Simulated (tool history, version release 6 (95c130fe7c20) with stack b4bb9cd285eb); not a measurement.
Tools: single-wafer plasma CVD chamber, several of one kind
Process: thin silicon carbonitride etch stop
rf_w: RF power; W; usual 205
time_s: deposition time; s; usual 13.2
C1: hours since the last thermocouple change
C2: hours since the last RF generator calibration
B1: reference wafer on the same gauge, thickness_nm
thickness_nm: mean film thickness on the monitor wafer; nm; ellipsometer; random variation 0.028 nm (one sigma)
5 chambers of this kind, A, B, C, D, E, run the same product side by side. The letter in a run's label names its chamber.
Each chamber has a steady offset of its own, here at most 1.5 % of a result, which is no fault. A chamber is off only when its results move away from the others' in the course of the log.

Run 1C, day 0.400: usual settings; C1 118.9; C2 1042.4; B1 6.2988. Result: thickness_nm 7.6644 nm.
Run 2E, day 0.712: usual settings; C1 841.4; C2 1176.4; B1 6.2987. Result: thickness_nm 7.5733 nm.
Run 3D, day 1.083: usual settings; C1 1273.1; C2 556.0; B1 6.3038. Result: thickness_nm 7.5433 nm.
Run 4B, day 1.475: usual settings; C1 1993.0; C2 597.8; B1 6.3082. Result: thickness_nm 7.5753 nm.
Run 5A, day 2.012: usual settings; C1 609.6; C2 833.8; B1 6.2993. Result: thickness_nm 7.6006 nm.
Run 6E, day 2.533: usual settings; C1 885.1; C2 1220.1; B1 6.2954. Result: thickness_nm 7.6119 nm.
Run 7B, day 3.046: usual settings; C1 2030.7; C2 635.5; B1 6.3033. Result: thickness_nm 7.5676 nm.
Run 8D, day 3.517: usual settings; C1 1331.5; C2 614.4; B1 6.3004. Result: thickness_nm 7.5772 nm.
Run 9A, day 3.996: usual settings; C1 657.2; C2 881.4; B1 6.2978. Result: thickness_nm 7.6018 nm.
Run 10C, day 4.275: usual settings; C1 211.9; C2 1135.4; B1 6.2928. Result: thickness_nm 7.7164 nm.
Run 11B, day 4.758: usual settings; C1 2071.8; C2 676.6; B1 6.3008. Result: thickness_nm 7.6189 nm.
Run 12E, day 5.012: usual settings but rf_w 165 W; C1 944.6; C2 1279.6; B1 6.2958. Result: thickness_nm 7.0204 nm.
Run 13A, day 5.312: usual settings but rf_w 165 W; C1 688.8; C2 913.0; B1 6.3018. Result: thickness_nm 7.0899 nm.
Run 14D, day 5.646: usual settings but rf_w 165 W; C1 1382.6; C2 665.5; B1 6.2942. Result: thickness_nm 7.1578 nm.
Run 15C, day 6.175: usual settings but rf_w 165 W; C1 257.5; C2 1181.0; B1 6.2990. Result: thickness_nm 7.2151 nm.
Run 16B, day 6.492: usual settings but rf_w 165 W; C1 2113.4; C2 718.2; B1 6.2988. Result: thickness_nm 7.1452 nm.
Run 17E, day 6.800: usual settings; C1 987.5; C2 1322.5; B1 6.2998. Result: thickness_nm 7.5321 nm.
Run 18D, day 7.288: usual settings; C1 1422.0; C2 704.9; B1 6.3062. Result: thickness_nm 7.5971 nm.
Run 19C, day 7.538: usual settings; C1 290.2; C2 1213.7; B1 6.3004. Result: thickness_nm 7.6998 nm.
Run 20A, day 7.796: usual settings; C1 748.4; C2 972.6; B1 6.2996. Result: thickness_nm 7.5785 nm.
Run 21B, day 8.183: usual settings but time_s 15.6 s; C1 2154.0; C2 758.8; B1 6.3007. Result: thickness_nm 8.9815 nm.
Run 22D, day 8.608: usual settings but time_s 15.6 s; C1 1453.7; C2 736.6; B1 6.3050. Result: thickness_nm 8.9600 nm.
Run 23A, day 9.075: usual settings but time_s 15.6 s; C1 779.1; C2 1003.3; B1 6.3042. Result: thickness_nm 9.0430 nm.
Run 24E, day 9.542: usual settings but time_s 15.6 s; C1 1053.3; C2 1388.3; B1 6.2989. Result: thickness_nm 8.9206 nm.
At day 9.600: chamber C: RF generator calibrated.
Run 25C, day 10.062: usual settings but time_s 15.6 s; C1 350.8; C2 11.1; B1 6.3024. Result: thickness_nm 9.0836 nm.
Run 26C, day 10.546: usual settings; C1 362.4; C2 22.7; B1 6.3048. Result: thickness_nm 7.7026 nm.
Run 27E, day 10.858: usual settings; C1 1084.9; C2 1419.9; B1 6.2993. Result: thickness_nm 7.5954 nm.
Run 28D, day 11.150: usual settings; C1 1514.7; C2 797.6; B1 6.2981. Result: thickness_nm 7.5396 nm.
Run 29A, day 11.675: usual settings; C1 841.5; C2 1065.7; B1 6.2980. Result: thickness_nm 7.5805 nm.
Run 30B, day 12.188: usual settings; C1 2250.1; C2 854.9; B1 6.3021. Result: thickness_nm 7.6077 nm.
Run 31D, day 12.542: usual settings; C1 1548.1; C2 831.0; B1 6.3041. Result: thickness_nm 7.5836 nm.
Run 32C, day 12.825: usual settings; C1 417.1; C2 77.4; B1 6.3005. Result: thickness_nm 7.7006 nm.
Run 33B, day 13.304: usual settings; C1 2276.9; C2 881.7; B1 6.3014. Result: thickness_nm 7.6704 nm.

All 5 chambers run these settings next. Forecast each chamber's results:
Run 34A, day 13.692: usual settings. Result: thickness_nm ?.
Run 34B, day 13.692: usual settings. Result: thickness_nm ?.
Run 34C, day 13.692: usual settings. Result: thickness_nm ?.
Run 34D, day 13.692: usual settings. Result: thickness_nm ?.
Run 34E, day 13.692: usual settings. Result: thickness_nm ?.

run  thickness_nm
34A        7.5529
34B        7.6602
34C        7.6577
34D        7.5945
34E        7.6186
